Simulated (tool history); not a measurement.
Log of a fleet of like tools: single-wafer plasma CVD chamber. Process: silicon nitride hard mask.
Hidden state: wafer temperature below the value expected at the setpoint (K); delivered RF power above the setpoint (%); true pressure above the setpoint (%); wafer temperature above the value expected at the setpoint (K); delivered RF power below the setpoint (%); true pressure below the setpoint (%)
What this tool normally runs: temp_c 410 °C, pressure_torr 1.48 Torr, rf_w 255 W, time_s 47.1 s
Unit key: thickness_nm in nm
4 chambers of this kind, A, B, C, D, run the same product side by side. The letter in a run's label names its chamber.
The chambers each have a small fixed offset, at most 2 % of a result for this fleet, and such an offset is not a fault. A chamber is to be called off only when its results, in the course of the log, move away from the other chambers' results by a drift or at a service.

| run | hour | temp_c | pressure_torr | rf_w | time_s | hours since the last thermocouple change | hours since the last RF generator calibration | hours since the last manometer calibration | read-back reference wafer on the same gauge, thickness_nm | thickness_nm |
|---|---|---|---|---|---|---|---|---|---|---|
| 1A | 3.7 | 410 | 1.48 | 255 | 47.1 | 516.6 | 1359.8 | 110.8 | 51.244 | 46.916 |
| 2C | 7.3 | 410 | 1.48 | 255 | 47.1 | 903.4 | 1064 | 247.2 | 51.224 | 47.148 |
| 3B | 13 | 410 | 1.48 | 255 | 47.1 | 661.7 | 1319.4 | 2056.1 | 51.183 | 46.789 |
| 4D | 18.5 | 410 | 1.48 | 255 | 47.1 | 529.7 | 1976.1 | 2687.4 | 51.209 | 47.052 |
| 5C | 22.4 | 410 | 1.48 | 255 | 47.1 | 918.5 | 1079.1 | 262.3 | 51.176 | 46.933 |
| 6B | 29.2 | 410 | 1.48 | 255 | 47.1 | 677.9 | 1335.6 | 2072.3 | 51.14 | 46.267 |
| 7A | 32.8 | 410 | 1.48 | 255 | 47.1 | 545.7 | 1388.9 | 139.9 | 51.189 | 46.502 |
| 8D | 38.7 | 410 | 1.48 | 255 | 47.1 | 549.9 | 1996.3 | 2707.6 | 51.181 | 46.911 |
| 9B | 42.8 | 410 | 1.48 | 255 | 47.1 | 691.5 | 1349.2 | 2085.9 | 51.256 | 46.393 |
|  | 44.6 | chamber A: RF generator calibrated |
| 10A | 47.8 | 410 | 1.48 | 255 | 47.1 | 560.7 | 3.3 | 154.9 | 51.234 | 46.48 |
| 11C | 50.9 | 410 | 1.48 | 255 | 47.1 | 947 | 1107.6 | 290.8 | 51.216 | 46.85 |
| 12D | 56.6 | 410 | 1.48 | 255 | 47.1 | 567.8 | 2014.2 | 2725.5 | 51.216 | 46.796 |
| 13C | 61.6 | 410 | 1.48 | 255 | 47.1 | 957.7 | 1118.3 | 301.5 | 51.227 | 47.145 |
| 14D | 65.6 | 410 | 1.48 | 255 | 47.1 | 576.8 | 2023.2 | 2734.5 | 51.183 | 47.157 |
| 15A | 69.6 | 410 | 1.48 | 255 | 47.1 | 582.5 | 25.1 | 176.7 | 51.253 | 46.234 |
| 16B | 73.7 | 398 | 1.78 | 255 | 47.1 | 722.4 | 1380.1 | 2116.8 | 51.18 | 49.099 |
| 17D | 77.9 | 398 | 1.78 | 255 | 47.1 | 589.1 | 2035.5 | 2746.8 | 51.219 | 49.902 |
| 18B | 84.1 | 398 | 1.78 | 255 | 47.1 | 732.8 | 1390.5 | 2127.2 | 51.249 | 49.411 |
| 19A | 87.8 | 398 | 1.78 | 255 | 47.1 | 600.7 | 43.3 | 194.9 | 51.216 | 49.285 |
| 20C | 93.1 | 410 | 1.48 | 255 | 47.1 | 989.2 | 1149.8 | 333 | 51.207 | 46.914 |
| 21C | 98 | 410 | 1.48 | 270 | 55.2 | 994.1 | 1154.7 | 337.9 | 51.239 | 57.642 |
| 22B | 102 | 410 | 1.48 | 270 | 55.2 | 750.7 | 1408.4 | 2145.1 | 51.247 | 56.809 |
| 23D | 105.7 | 410 | 1.48 | 270 | 55.2 | 616.9 | 2063.3 | 2774.6 | 51.195 | 57.481 |
| 24A | 111.1 | 410 | 1.48 | 270 | 55.2 | 624 | 66.6 | 218.2 | 51.183 | 56.805 |
|  | 115.9 | chamber B: capacitance manometer re-zeroed and calibrated |
| 25B | 115.9 | 410 | 1.48 | 255 | 47.1 | 764.6 | 1422.3 | 0 | 51.167 | 46.636 |
| 26D | 119.6 | 410 | 1.48 | 255 | 47.1 | 630.8 | 2077.2 | 2788.5 | 51.185 | 47.184 |
| 27A | 123.3 | 410 | 1.48 | 255 | 47.1 | 636.2 | 78.8 | 230.4 | 51.237 | 46.281 |
| 28C | 127.3 | 405 | 1.48 | 255 | 47.1 | 1023.4 | 1184 | 367.2 | 51.162 | 47.369 |
| 29B | 131.6 | 405 | 1.48 | 255 | 47.1 | 780.3 | 1438 | 15.7 | 51.222 | 46.472 |
|  | 134.9 | chamber D: RF generator calibrated |
| 30C | 137.5 | 405 | 1.48 | 255 | 47.1 | 1033.6 | 1194.2 | 377.4 | 51.2 | 47.072 |
| 31D | 141.8 | 405 | 1.48 | 255 | 47.1 | 653 | 6.9 | 2810.7 | 51.233 | 47.112 |
| 32A | 147.1 | 410 | 1.48 | 255 | 47.1 | 660 | 102.6 | 254.2 | 51.277 | 46.516 |
| 33A | 150.5 | 410 | 1.48 | 255 | 47.1 | 663.4 | 106 | 257.6 | 51.17 | 46.29 |
| 34C | 153.7 | 410 | 1.48 | 255 | 47.1 | 1049.8 | 1210.4 | 393.6 | 51.186 | 47.04 |
| 35B | 159.7 | 410 | 1.48 | 255 | 47.1 | 808.4 | 1466.1 | 43.8 | 51.175 | 46.575 |
| 36D | 164.9 | 410 | 1.48 | 255 | 47.1 | 676.1 | 30 | 2833.8 | 51.218 | 47.271 |
| 37B | 170.2 | 410 | 1.48 | 255 | 47.1 | 818.9 | 1476.6 | 54.3 | 51.176 | 46.461 |
| 38D | 174.5 | 410 | 1.48 | 255 | 47.1 | 685.7 | 39.6 | 2843.4 | 51.201 | 47.179 |
| 39C | 180.4 | 410 | 1.48 | 255 | 47.1 | 1076.5 | 1237.1 | 420.3 | 51.209 | 47.086 |
| 40A | 183.8 | 410 | 1.48 | 255 | 47.1 | 696.7 | 139.3 | 290.9 | 51.22 | 46.33 |
| 41A | 190.3 | 410 | 1.48 | 255 | 47.1 | 703.2 | 145.8 | 297.4 | 51.172 | 46.501 |
| 42B | 195.7 | 410 | 1.48 | 255 | 47.1 | 844.4 | 1502.1 | 79.8 | 51.179 | 46.779 |

For the next run the whole fleet of 4 chambers uses the same settings. Give each chamber's results:
| 43A | 200.6 | 410 | 1.26 | 255 | 47.1 |  |  |  |  | ? |
| 43B | 200.6 | 410 | 1.26 | 255 | 47.1 |  |  |  |  | ? |
| 43C | 200.6 | 410 | 1.26 | 255 | 47.1 |  |  |  |  | ? |
| 43D | 200.6 | 410 | 1.26 | 255 | 47.1 |  |  |  |  | ? |

| run | thickness_nm |
|---|---|
| 43A | 44.179 |
| 43B | 44.355 |
| 43C | 45.005 |
| 43D | 44.917 |
